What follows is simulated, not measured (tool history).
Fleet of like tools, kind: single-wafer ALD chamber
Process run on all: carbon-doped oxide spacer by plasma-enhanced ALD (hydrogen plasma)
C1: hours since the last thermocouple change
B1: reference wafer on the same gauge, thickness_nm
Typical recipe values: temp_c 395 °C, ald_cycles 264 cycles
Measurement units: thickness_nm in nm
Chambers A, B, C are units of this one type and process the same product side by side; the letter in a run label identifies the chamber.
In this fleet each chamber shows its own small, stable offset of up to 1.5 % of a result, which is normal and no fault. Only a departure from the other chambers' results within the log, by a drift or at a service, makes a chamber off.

{"run": "1B", "hour": 8.9, "temp_c": 395, "ald_cycles": 264, "C1": 329.0, "B1": 13.798, "thickness_nm": 13.346}
{"run": "2A", "hour": 18.1, "temp_c": 395, "ald_cycles": 264, "C1": 1969.1, "B1": 13.792, "thickness_nm": 13.011}
{"run": "3C", "hour": 27.0, "temp_c": 395, "ald_cycles": 264, "C1": 825.6, "B1": 13.791, "thickness_nm": 13.118}
{"run": "4A", "hour": 35.5, "temp_c": 395, "ald_cycles": 264, "C1": 1986.5, "B1": 13.792, "thickness_nm": 13.004}
{"run": "5B", "hour": 45.7, "temp_c": 395, "ald_cycles": 264, "C1": 365.8, "B1": 13.787, "thickness_nm": 13.339}
{"run": "6C", "hour": 52.5, "temp_c": 384, "ald_cycles": 241, "C1": 851.1, "B1": 13.788, "thickness_nm": 12.02}
{"run": "7B", "hour": 63.6, "temp_c": 384, "ald_cycles": 241, "C1": 383.7, "B1": 13.783, "thickness_nm": 12.185}
{"run": "8A", "hour": 72.2, "temp_c": 384, "ald_cycles": 241, "C1": 2023.2, "B1": 13.78, "thickness_nm": 11.895}
{"run": "9C", "hour": 78.8, "temp_c": 395, "ald_cycles": 264, "C1": 877.4, "B1": 13.776, "thickness_nm": 13.14}
{"run": "10C", "hour": 88.1, "temp_c": 395, "ald_cycles": 264, "C1": 886.7, "B1": 13.773, "thickness_nm": 13.144}
{"run": "11B", "hour": 93.7, "temp_c": 395, "ald_cycles": 264, "C1": 413.8, "B1": 13.773, "thickness_nm": 13.341}
{"run": "12A", "hour": 100.8, "temp_c": 395, "ald_cycles": 264, "C1": 2051.8, "B1": 13.777, "thickness_nm": 12.985}
{"run": "13C", "hour": 108.3, "temp_c": 395, "ald_cycles": 264, "C1": 906.9, "B1": 13.774, "thickness_nm": 13.116}
{"run": "14B", "hour": 113.4, "temp_c": 395, "ald_cycles": 264, "C1": 433.5, "B1": 13.77, "thickness_nm": 13.318}
{"run": "15A", "hour": 121.6, "temp_c": 395, "ald_cycles": 264, "C1": 2072.6, "B1": 13.768, "thickness_nm": 12.983}
{"run": "16B", "hour": 127.6, "temp_c": 395, "ald_cycles": 264, "C1": 447.7, "B1": 13.77, "thickness_nm": 13.3}
{"run": "17C", "hour": 134.0, "temp_c": 395, "ald_cycles": 264, "C1": 932.6, "B1": 13.767, "thickness_nm": 13.117}
{"run": "18A", "hour": 139.0, "temp_c": 395, "ald_cycles": 264, "C1": 2090.0, "B1": 13.761, "thickness_nm": 12.963}
{"run": "19A", "hour": 147.5, "temp_c": 395, "ald_cycles": 264, "C1": 2098.5, "B1": 13.759, "thickness_nm": 12.992}
{"run": "20B", "hour": 158.8, "temp_c": 395, "ald_cycles": 264, "C1": 478.9, "B1": 13.756, "thickness_nm": 13.317}
{"run": "21C", "hour": 166.2, "temp_c": 395, "ald_cycles": 264, "C1": 964.8, "B1": 13.754, "thickness_nm": 13.101}
{"run": "22C", "hour": 177.1, "temp_c": 388, "ald_cycles": 264, "C1": 975.7, "B1": 13.748, "thickness_nm": 13.113}
{"run": "23A", "hour": 183.5, "temp_c": 388, "ald_cycles": 264, "C1": 2134.5, "B1": 13.749, "thickness_nm": 12.988}
{"run": "24B", "hour": 189.5, "temp_c": 388, "ald_cycles": 264, "C1": 509.6, "B1": 13.75, "thickness_nm": 13.311}
{"run": "25C", "hour": 197.3, "temp_c": 395, "ald_cycles": 264, "C1": 995.9, "B1": 13.746, "thickness_nm": 13.081}
{"run": "26B", "hour": 208.4, "temp_c": 395, "ald_cycles": 264, "C1": 528.5, "B1": 13.747, "thickness_nm": 13.309}
{"run": "27A", "hour": 218.9, "temp_c": 395, "ald_cycles": 264, "C1": 2169.9, "B1": 13.742, "thickness_nm": 12.936}

For the next run the whole fleet of 3 chambers uses the same settings. Give each chamber's results:
{"run": "28A", "hour": 227.2, "temp_c": 395, "ald_cycles": 264, "thickness_nm": "?"}
{"run": "28B", "hour": 227.2, "temp_c": 395, "ald_cycles": 264, "thickness_nm": "?"}
{"run": "28C", "hour": 227.2, "temp_c": 395, "ald_cycles": 264, "thickness_nm": "?"}

run=28A thickness_nm=12.940
run=28B thickness_nm=13.310
run=28C thickness_nm=13.104

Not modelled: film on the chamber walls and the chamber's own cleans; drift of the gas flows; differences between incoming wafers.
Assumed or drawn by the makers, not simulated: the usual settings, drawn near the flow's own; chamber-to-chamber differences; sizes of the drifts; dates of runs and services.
